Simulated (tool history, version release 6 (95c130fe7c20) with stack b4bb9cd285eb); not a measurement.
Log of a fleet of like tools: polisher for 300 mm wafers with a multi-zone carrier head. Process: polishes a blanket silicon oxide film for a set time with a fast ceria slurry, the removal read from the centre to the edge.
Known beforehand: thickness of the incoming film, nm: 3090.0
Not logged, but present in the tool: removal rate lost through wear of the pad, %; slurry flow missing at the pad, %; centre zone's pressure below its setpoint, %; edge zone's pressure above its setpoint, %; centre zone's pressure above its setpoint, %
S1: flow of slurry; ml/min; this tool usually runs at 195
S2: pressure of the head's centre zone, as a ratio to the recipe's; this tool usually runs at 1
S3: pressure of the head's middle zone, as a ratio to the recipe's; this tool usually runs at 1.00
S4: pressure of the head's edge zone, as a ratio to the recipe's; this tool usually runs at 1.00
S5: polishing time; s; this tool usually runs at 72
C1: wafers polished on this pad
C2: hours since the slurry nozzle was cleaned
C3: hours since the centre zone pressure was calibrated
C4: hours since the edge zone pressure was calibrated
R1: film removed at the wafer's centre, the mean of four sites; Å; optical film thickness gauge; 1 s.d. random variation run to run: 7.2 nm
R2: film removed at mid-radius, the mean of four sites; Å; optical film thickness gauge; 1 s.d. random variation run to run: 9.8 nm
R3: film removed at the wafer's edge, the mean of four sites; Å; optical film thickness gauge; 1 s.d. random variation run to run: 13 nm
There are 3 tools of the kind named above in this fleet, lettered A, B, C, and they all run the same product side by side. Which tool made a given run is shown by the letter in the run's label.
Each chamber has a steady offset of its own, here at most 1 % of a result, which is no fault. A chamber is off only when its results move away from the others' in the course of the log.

run,hour,S1,S2,S3,S4,S5,C1,C2,C3,C4,R1,R2,R3
1A,9.4,195,1,1.00,1.00,72,416,178.2,336.2,1475.5,10972,10852.0,10879
2C,16.1,195,1,1.00,1.00,72,755,171.7,208.2,41.9,10885,10930.0,10973
3B,28.1,195,1,1.00,1.00,72,297,548.4,586.8,205.7,10919,10830.0,11047
4C,37.8,195,1,1.00,1.00,72,888,193.4,229.9,63.6,10913,10826.0,10785
# hour 46.2: chamber C: worn pad replaced by a new one
5B,46.8,195,1,1.00,1.00,72,412,567.1,605.5,224.4,10794,10758.0,10668
# hour 49.1: chamber A: slurry nozzle cleaned
6A,55.1,195,1,1.00,1.00,72,696,6.1,381.9,1521.2,10870,10941.0,10909
# hour 56.2: chamber A: worn pad replaced by a new one
7A,61.5,195,1,1.00,1.00,72,32,12.5,388.3,1527.6,10887,10941.0,10896
# hour 67.0: chamber B: slurry nozzle cleaned
8B,70.5,195,1,0.91,1.08,72,557,3.6,629.2,248.1,10737,9938.6,11204
9C,77.9,195,1,0.91,1.08,72,194,233.5,270.0,103.7,10985,9926.6,11635
# hour 87.1: chamber B: worn pad replaced by a new one
10B,87.8,195,1,0.91,1.08,72,4,20.9,646.5,265.4,10839,10112.0,11516
11C,93.3,195,1,1.00,1.00,72,288,248.9,285.4,119.1,10924,10838.0,11171
12A,103.1,195,1,1.00,1.00,72,287,54.1,429.9,1569.2,10794,10894.0,11264
13B,109.6,195,1,1.00,1.00,72,138,42.7,668.3,287.2,10905,10858.0,10589
14C,121.4,195,1,1.00,1.00,72,460,277.0,313.5,147.2,10887,10867.0,10977
15A,130.5,195,1,1.00,1.00,72,455,81.5,457.3,1596.6,10744,10894.0,10834
# hour 131.3: chamber A: edge zone pressure recalibrated
# hour 132.0: chamber B: edge zone pressure recalibrated
16A,139.4,195,1,1.00,1.00,72,510,90.4,466.2,8.1,10649,10916.0,10691
17B,151.2,195,1,1.07,1.00,84,393,84.3,709.9,19.2,12646,13331.0,12447
18C,158.6,195,1,1.07,1.00,84,688,314.2,350.7,184.4,12893,13518.0,12270
# hour 165.4: chamber A: worn pad replaced by a new one
19B,165.6,195,1,1.07,1.00,84,481,98.7,724.3,33.6,12638,13454.0,12657
20A,176.4,195,1,1.00,1.00,72,67,127.4,503.2,45.1,10545,11041.0,10841
# hour 182.2: chamber B: worn pad replaced by a new one
21C,188.1,195,1,1.00,1.00,72,869,343.7,380.2,213.9,10991,10875.0,10751
22C,200.2,195,1,1.00,1.00,72,943,355.8,392.3,226.0,10940,10805.0,11053
# hour 201.4: chamber C: worn pad replaced by a new one
23B,211.0,195,1,1.00,1.00,72,176,144.1,769.7,79.0,10768,10751.0,10671
24A,218.2,195,1,1.00,1.00,72,323,169.2,545.0,86.9,10362,11078.0,10758
25C,229.8,195,1,1.00,1.00,72,174,385.4,421.9,255.6,10829,10826.0,10707
26A,237.9,245,1,1.00,1.08,72,444,188.9,564.7,106.6,10599,11271.0,11809
27B,247.2,245,1,1.00,1.08,72,398,180.3,805.9,115.2,11116,11056.0,11398
# hour 250.2: chamber A: slurry nozzle cleaned
28C,256.4,245,1,1.00,1.08,72,337,412.0,448.5,282.2,11351,11197.0,11615
29B,264.6,195,1,1.00,1.00,72,504,197.7,823.3,132.6,10800,10662.0,10816
30A,274.3,230,1,1.11,1.00,72,667,24.2,601.1,143.0,10281,12442.0,10973
# hour 279.8: chamber B: worn pad replaced by a new one
31C,280.6,230,1,1.11,1.00,72,485,436.2,472.7,306.4,11135,12194.0,11133
32A,287.3,230,1,1.11,1.00,72,747,37.2,614.1,156.0,10226,12329.0,10884
33B,293.3,235,1,1.00,1.00,72,83,226.4,852.0,161.3,11077,11145.0,11113

Decide between three cases: one chamber stands off from its peers, the gauge reading all wafers drifts, or nothing is wrong past each chamber's small offset. Where a chamber is off, say which and what most likely put it there.

Little by little, chamber A moves away from the other chambers.
Most likely cause: centre zone's pressure below its setpoint, % = 7.93.

Which of the 4 candidates below, each the usual settings with something changed and its results left as question marks, puts chamber A back in line with what the other chambers give on the usual settings?
Maximum distance from the other chambers' mean on the usual settings for a result to count as in line: R1 250.0 Å; R2 340.0 Å; R3 460 Å
34A-1,301.9,190,0.93,1.02,1.02,72,,,,,?,?,?
34A-2,301.9,200,1.07,0.98,0.98,73,,,,,?,?,?
34A-3,301.9,205,1.11,0.97,0.96,73,,,,,?,?,?
34A-4,301.9,185,0.89,1.03,1.03,72,,,,,?,?,?

Average result of the remaining chambers running the usual settings: R1 10886.0 Å; R2 10843.0 Å; R3 10881 Å
run,R1,R2,R3
34A-1,9164.1,11070.0,10998
34A-2,10912.0,10893.0,10983
34A-3,11397.0,10827.0,10895
34A-4,8693.2,11126.0,11021
With 34A-2, the chamber falls back in line with the rest.
